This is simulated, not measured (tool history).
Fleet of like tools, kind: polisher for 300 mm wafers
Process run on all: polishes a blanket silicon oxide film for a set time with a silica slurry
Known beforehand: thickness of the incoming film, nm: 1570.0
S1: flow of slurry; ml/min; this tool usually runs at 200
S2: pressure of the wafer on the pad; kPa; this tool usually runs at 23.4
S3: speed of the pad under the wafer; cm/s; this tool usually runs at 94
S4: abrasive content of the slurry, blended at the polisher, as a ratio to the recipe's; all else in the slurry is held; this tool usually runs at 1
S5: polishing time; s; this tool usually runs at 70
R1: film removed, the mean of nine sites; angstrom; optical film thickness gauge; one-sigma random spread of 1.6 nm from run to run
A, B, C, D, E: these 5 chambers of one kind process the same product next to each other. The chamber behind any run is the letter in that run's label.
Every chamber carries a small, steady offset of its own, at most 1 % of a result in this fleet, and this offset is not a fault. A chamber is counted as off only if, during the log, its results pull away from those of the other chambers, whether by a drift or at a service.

run,hour,S1,S2,S3,S4,S5,R1
1E,3.5,200,23.4,94,1,70,1905.9
# hour 6: chamber B: slurry blender recalibrated
2D,6.6,200,23.4,94,1,70,1858.2
3C,11.9,200,23.4,94,1,70,1850.4
4B,15.6,200,23.4,94,1,70,1878.6
5A,18.4,160,23.4,94,1,70,1812.1
6C,22.7,160,23.4,94,1,70,1811.6
7D,26.8,160,23.4,94,1,70,1803.9
8B,32.9,160,23.4,94,1,70,1806.5
9A,38.2,160,23.4,94,1,70,1793.8
# hour 38.9: chamber B: worn pad replaced by a new one
10E,41.5,200,23.4,94,1,70,1876.1
# hour 41.9: chamber A: worn pad replaced by a new one
11C,45.2,200,23.4,94,1,70,1864.9
12E,51.6,200,23.4,118,1,70,2247
13D,54.5,200,23.4,118,1,70,2221.9
14B,59.2,200,23.4,118,1,70,2246.4
15A,63.8,200,23.4,118,1,70,2261.5
16A,68.6,200,23.4,118,1,70,2270.1
17B,71.6,200,23.4,94,1,70,1864.9
18E,74.8,200,23.4,94,1,70,1865.1
19D,80.5,200,23.4,94,1,70,1849.1
# hour 84.9: chamber A: slurry blender recalibrated
20C,86.7,200,23.4,94,1,70,1841.7
21D,90.5,200,23.4,94,1,70,1894.6
22C,95.7,200,23.4,94,1,70,1881.3
23B,99.7,200,23.4,94,1,70,1876.7
# hour 101.6: chamber C: head pressure recalibrated
24A,104.7,200,23.4,94,1,70,1846.5
25E,109.5,200,23.4,94,1.2,70,2022.6
26C,114,200,23.4,94,1.2,70,1850.1
# hour 115.2: chamber A: head pressure recalibrated
27E,118.2,200,23.4,94,1.2,70,2004.4
# hour 118.9: chamber C: slurry blender recalibrated
28B,124.3,200,23.4,94,1.2,70,2027.8
29A,130.6,200,23.4,94,1.2,70,2028.3
30D,135.7,200,23.4,94,1,70,1826.8
# hour 136.5: chamber D: head pressure recalibrated
31B,139.6,200,23.4,94,1,70,1879.3
# hour 144.9: chamber E: worn pad replaced by a new one
32A,144.9,200,23.4,94,1,70,1866.5
# hour 149.4: chamber E: slurry blender recalibrated
33E,149.9,200,23.4,94,1,70,1889.4
34C,154.4,200,23.4,94,1,70,1707.4
35D,157.4,200,23.4,94,1,70,1871.8

Predict what each chamber gives when all 5 of them run the settings below next.
36A,161.9,200,23.4,94,1,53,?
36B,161.9,200,23.4,94,1,53,?
36C,161.9,200,23.4,94,1,53,?
36D,161.9,200,23.4,94,1,53,?
36E,161.9,200,23.4,94,1,53,?

run,R1
36A,1410.1
36B,1417.1
36C,1316
36D,1405.2
36E,1439.2
